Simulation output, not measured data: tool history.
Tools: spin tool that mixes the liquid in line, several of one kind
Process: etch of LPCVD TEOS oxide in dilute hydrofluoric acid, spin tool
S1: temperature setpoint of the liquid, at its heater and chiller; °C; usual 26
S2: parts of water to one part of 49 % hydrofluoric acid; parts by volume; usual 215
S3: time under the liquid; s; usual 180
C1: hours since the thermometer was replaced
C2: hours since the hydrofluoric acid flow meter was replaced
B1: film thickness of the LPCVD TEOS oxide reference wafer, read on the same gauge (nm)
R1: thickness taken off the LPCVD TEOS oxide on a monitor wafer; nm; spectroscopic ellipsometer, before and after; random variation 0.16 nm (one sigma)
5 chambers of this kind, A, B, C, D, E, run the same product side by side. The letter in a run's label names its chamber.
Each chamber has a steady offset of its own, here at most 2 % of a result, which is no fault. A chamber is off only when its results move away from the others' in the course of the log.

run   hour  S1   S2   S3      C1      C2      B1       R1
 1E    6.2  26  215  180   529.5    64.5  70.021  17.8490
 2B   12.2  26  215  180  1047.8   266.3  69.980  18.1060
 3D   15.2  26  215  180  1034.7   256.1  70.024  18.2720
 4C   18.2  26  215  180   940.2   291.4  69.984  18.0680
 5A   23.4  26  215  180  1192.4  1347.5  69.971  17.7650
 6C   26.3  26  215  180   948.3   299.5  70.039  17.7240
 7B   29.9  26  215  180  1065.5   284.0  69.986  18.1610
 8D   32.6  26  215  180  1052.1   273.5  70.013  17.8740
 9E   38.6  26  215  180   561.9    96.9  70.013  17.8050
10A   43.1  26  215  180  1212.1  1367.2  70.030  18.0700
11A   48.5  26  215  180  1217.5  1372.6  70.012  17.8650
12E   51.9  26  215  180   575.2   110.2  70.012  17.9060
13D   56.5  26  215  180  1076.0   297.4  70.029  18.0420
14B   60.5  26  215  180  1096.1   314.6  70.018  18.0280
15C   64.3  26  215  180   986.3   337.5  69.981  17.4020
16A   67.9  26  215  180  1236.9  1392.0  70.010  17.8080
17D   71.3  26  215  180  1090.8   312.2  69.977  18.0770
18E   75.4  26  215  180   598.7   133.7  70.030  17.9990
19C   79.5  26  215  180  1001.5   352.7  70.012  17.1010
20B   84.4  26  215  125  1120.0   338.5  70.045  12.5420
21B   90.2  26  215  125  1125.8   344.3  69.997  12.6090
22A   93.9  26  215  125  1262.9  1418.0  70.007  12.3880
23C   98.7  26  215  125  1020.7   371.9  69.983  11.8360
24D  101.9  26  215  125  1121.4   342.8  70.000  12.6150
25E  105.0  26  215  180   628.3   163.3  69.965  18.1430
26B  108.9  26  215  180  1144.5   363.0  70.023  18.1930
27D  113.1  26  215  180  1132.6   354.0  69.997  18.2340
     116.8  -- chamber D: thermometer replaced
28A  117.6  26  215  180  1286.6  1441.7  70.006  17.8580
29C  121.8  26  215  180  1043.8   395.0  70.001  16.6630
30E  125.7  26  260  105   649.0   184.0  69.987   8.0120
31A  130.0  26  260  105  1299.0  1454.1  69.993   8.1261
32E  135.5  26  260  105   658.8   193.8  70.021   8.2606
33C  141.4  26  260  105  1063.4   414.6  69.999   7.5240
34B  144.3  26  260  105  1179.9   398.4  70.010   8.4664
35D  148.2  26  215  180    31.4   389.1  69.981  18.0530
36B  152.6  26  215  180  1188.2   406.7  69.981  18.0060
37C  158.7  26  215  180  1080.7   431.9  69.997  16.4190

Is one chamber off against the others, does the gauge drift, or is nothing wrong? If a chamber is off, say which, and what the likeliest cause is.

Chamber C drifts away from the others.
Cause: hydrofluoric acid flow below the setpoint (%) = 8.98.

Here are 4 candidates for chamber C's next run, each the usual settings with a change, their results left as question marks. Which one brings its results back in line with what the others give on the usual settings?
In line means no further than this from the other chambers' mean on the usual settings: R1 0.5400 nm
38C-1  163.2  26  195  180               ?
38C-2  163.2  26  225  170               ?
38C-3  163.2  26  195  195               ?
38C-4  163.2  20  215  180               ?

The other chambers' mean on the usual settings: R1 18.0030 nm
  run       R1
38C-1  18.1770
38C-2  14.3550
38C-3  19.6920
38C-4  12.9660
38C-1 brings the chamber back in line.
